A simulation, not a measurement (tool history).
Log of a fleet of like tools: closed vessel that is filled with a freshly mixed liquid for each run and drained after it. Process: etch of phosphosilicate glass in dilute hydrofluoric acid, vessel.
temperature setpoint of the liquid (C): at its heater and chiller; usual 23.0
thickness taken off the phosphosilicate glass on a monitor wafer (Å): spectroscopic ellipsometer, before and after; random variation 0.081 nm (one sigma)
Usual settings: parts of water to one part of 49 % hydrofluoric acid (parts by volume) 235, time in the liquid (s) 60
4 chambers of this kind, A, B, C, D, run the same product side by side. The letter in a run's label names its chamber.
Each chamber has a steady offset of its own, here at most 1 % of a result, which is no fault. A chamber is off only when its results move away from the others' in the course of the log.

run,hour,temperature setpoint of the liquid (C),parts of water to one part of 49 % hydrofluoric acid (parts by volume),time in the liquid (s),hours since the thermometer was replaced,hours since the hydrofluoric acid flow meter was replaced,"read-back film thickness of the phosphosilicate glass reference wafer, read on the same gauge (nm)",thickness taken off the phosphosilicate glass on a monitor wafer (Å)
1B,10.1,23.0,235,60,935.1,795.9,40.036,127.560
2C,20.5,23.0,235,60,1324.5,412.0,40.018,125.890
3A,30.0,23.0,235,60,885.5,1518.6,39.990,129.070
4D,35.6,23.0,235,60,2135.3,1100.8,39.970,127.880
5A,42.5,20.5,335,60,898.0,1531.1,39.975,75.086
6B,47.1,20.5,335,60,972.1,832.9,39.959,74.583
7D,55.8,20.5,335,60,2155.5,1121.0,40.006,74.944
8C,64.3,20.5,335,60,1368.3,455.8,39.993,74.450
9D,70.3,23.0,235,60,2170.0,1135.5,39.994,127.890
10A,79.9,23.0,235,60,935.4,1568.5,40.018,127.620
11B,87.7,23.0,235,60,1012.7,873.5,39.986,129.460
12C,95.9,23.0,235,60,1399.9,487.4,40.021,127.390
13B,101.1,23.0,235,60,1026.1,886.9,40.036,130.110
14A,107.0,23.0,235,60,962.5,1595.6,39.995,127.650
15D,113.8,23.0,235,40,2213.5,1179.0,40.012,85.787
16C,120.9,23.0,235,40,1424.9,512.4,39.967,84.723
17C,125.8,23.0,235,40,1429.8,517.3,40.005,84.875
18D,133.0,23.0,235,40,2232.7,1198.2,40.011,85.076
19B,142.7,23.0,235,60,1067.7,928.5,40.007,134.100
20A,148.8,27.5,235,60,1004.3,1637.4,40.004,148.950
21A,153.5,27.5,235,60,1009.0,1642.1,39.980,149.380
22B,158.2,27.5,235,60,1083.2,944.0,39.992,159.560
23C,166.1,27.5,235,60,1470.1,557.6,40.020,149.840
24D,176.4,23.0,235,85,2276.1,1241.6,39.976,180.370
25A,186.6,23.0,235,85,1042.1,1675.2,40.018,178.800
26C,191.1,23.0,235,85,1495.1,582.6,40.014,182.230
27B,198.1,23.0,235,85,1123.1,983.9,40.001,193.840
28D,207.3,23.0,235,60,2307.0,1272.5,39.994,127.750
29A,217.5,18.5,235,85,1073.0,1706.1,40.003,151.910

Is one chamber off against the others, does the gauge drift, or is nothing wrong? If a chamber is off, say which, and what the likeliest cause is.

Chamber B drifts away from the others.
Cause: hydrofluoric acid flow above the setpoint (%) = 6.88.
The log may not tell that from: liquid hotter than its thermometer reads (K).

Here are 4 candidates for chamber B's next run, each the usual settings with a change, their results left as question marks. Which one brings its results back in line with what the others give on the usual settings?
In line means no further than this from the other chambers' mean on the usual settings: thickness taken off the phosphosilicate glass on a monitor wafer (Å) 2.900
30B-1,225.0,23.0,230,60,,,,?
30B-2,225.0,23.0,220,60,,,,?
30B-3,225.0,22.0,235,60,,,,?
30B-4,225.0,23.0,235,55,,,,?

The other chambers' mean on the usual settings: thickness taken off the phosphosilicate glass on a monitor wafer (Å) 127.630
run,thickness taken off the phosphosilicate glass on a monitor wafer (Å)
30B-1,143.180
30B-2,151.170
30B-3,134.410
30B-4,127.830
30B-4 brings the chamber back in line.
